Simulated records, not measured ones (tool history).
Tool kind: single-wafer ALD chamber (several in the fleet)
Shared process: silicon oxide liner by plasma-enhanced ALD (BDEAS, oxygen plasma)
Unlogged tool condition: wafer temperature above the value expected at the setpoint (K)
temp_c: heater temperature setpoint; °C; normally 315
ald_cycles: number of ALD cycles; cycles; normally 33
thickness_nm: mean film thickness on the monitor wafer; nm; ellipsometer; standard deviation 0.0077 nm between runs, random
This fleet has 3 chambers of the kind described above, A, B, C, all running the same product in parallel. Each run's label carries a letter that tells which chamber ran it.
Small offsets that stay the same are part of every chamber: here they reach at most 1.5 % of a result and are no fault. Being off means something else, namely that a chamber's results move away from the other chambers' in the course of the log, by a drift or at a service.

| run | day | temp_c | ald_cycles | hours since the last thermocouple change | read-back reference wafer on the same gauge, thickness_nm | thickness_nm |
|---|---|---|---|---|---|---|
| 1C | 0.221 | 315 | 33 | 606.8 | 2.6513 | 3.0141 |
| 2A | 0.471 | 315 | 33 | 209.5 | 2.6502 | 3.0416 |
| 3B | 0.754 | 315 | 33 | 1103.9 | 2.6511 | 3.0081 |
| 4B | 0.992 | 315 | 33 | 1109.6 | 2.6485 | 2.9989 |
| 5C | 1.142 | 315 | 33 | 628.9 | 2.6509 | 3.0195 |
| 6A | 1.367 | 315 | 33 | 231 | 2.6478 | 3.0405 |
| 7B | 1.612 | 315 | 33 | 1124.5 | 2.6501 | 3.0092 |
| 8A | 1.812 | 315 | 33 | 241.7 | 2.6489 | 3.0305 |
| 9C | 2.092 | 315 | 33 | 651.7 | 2.6487 | 3.0173 |
| 10B | 2.338 | 315 | 33 | 1141.9 | 2.6498 | 2.9888 |
| 11C | 2.579 | 315 | 33 | 663.4 | 2.6499 | 3.0036 |
| 12A | 2.733 | 326 | 36 | 263.8 | 2.6498 | 3.2588 |
| 13C | 2.888 | 326 | 36 | 670.8 | 2.6499 | 3.2289 |
| 14A | 3.15 | 326 | 36 | 273.8 | 2.6507 | 3.272 |
| 15B | 3.383 | 305 | 33 | 1167 | 2.6495 | 3.0406 |
| 16A | 3.596 | 305 | 33 | 284.5 | 2.6502 | 3.0782 |
| 17C | 3.796 | 305 | 33 | 692.6 | 2.6504 | 3.0594 |
| 18B | 4.008 | 315 | 33 | 1182 | 2.6508 | 2.9864 |
| 19B | 4.292 | 315 | 33 | 1188.8 | 2.6513 | 3.0097 |
| 20A | 4.446 | 315 | 33 | 304.9 | 2.65 | 3.0403 |
| 21C | 4.6 | 315 | 33 | 711.9 | 2.6509 | 3.0162 |
| 22A | 4.879 | 315 | 33 | 315.3 | 2.65 | 3.0399 |
| 23B | 5.117 | 315 | 33 | 1208.6 | 2.6507 | 3.0038 |
| 24C | 5.358 | 315 | 33 | 730.1 | 2.6521 | 3.0103 |
| 25A | 5.596 | 315 | 33 | 332.5 | 2.6512 | 3.0339 |
| 26B | 5.812 | 315 | 33 | 1225.3 | 2.6504 | 2.9921 |
| 27C | 5.958 | 315 | 33 | 744.5 | 2.6489 | 2.9997 |
| 28B | 6.212 | 315 | 33 | 1234.9 | 2.6487 | 2.9929 |
| 29A | 6.338 | 315 | 33 | 350.3 | 2.6491 | 3.0283 |
| 30C | 6.467 | 315 | 33 | 756.7 | 2.6496 | 3.007 |
| 31A | 6.742 | 305 | 33 | 360 | 2.6507 | 3.0708 |
| 32B | 6.921 | 305 | 33 | 1251.9 | 2.6492 | 3.0393 |
| 33C | 7.154 | 305 | 33 | 773.2 | 2.6494 | 3.0482 |
| 34A | 7.371 | 315 | 33 | 375.1 | 2.6512 | 3.0346 |
| 35B | 7.508 | 315 | 33 | 1266 | 2.6507 | 2.982 |

Each of the 3 chambers runs these same settings next. Fill in every chamber's results:
| 36A | 7.717 | 315 | 37 |  |  | ? |
| 36B | 7.717 | 315 | 37 |  |  | ? |
| 36C | 7.717 | 315 | 37 |  |  | ? |

| run | thickness_nm |
|---|---|
| 36A | 3.4039 |
| 36B | 3.3564 |
| 36C | 3.3733 |
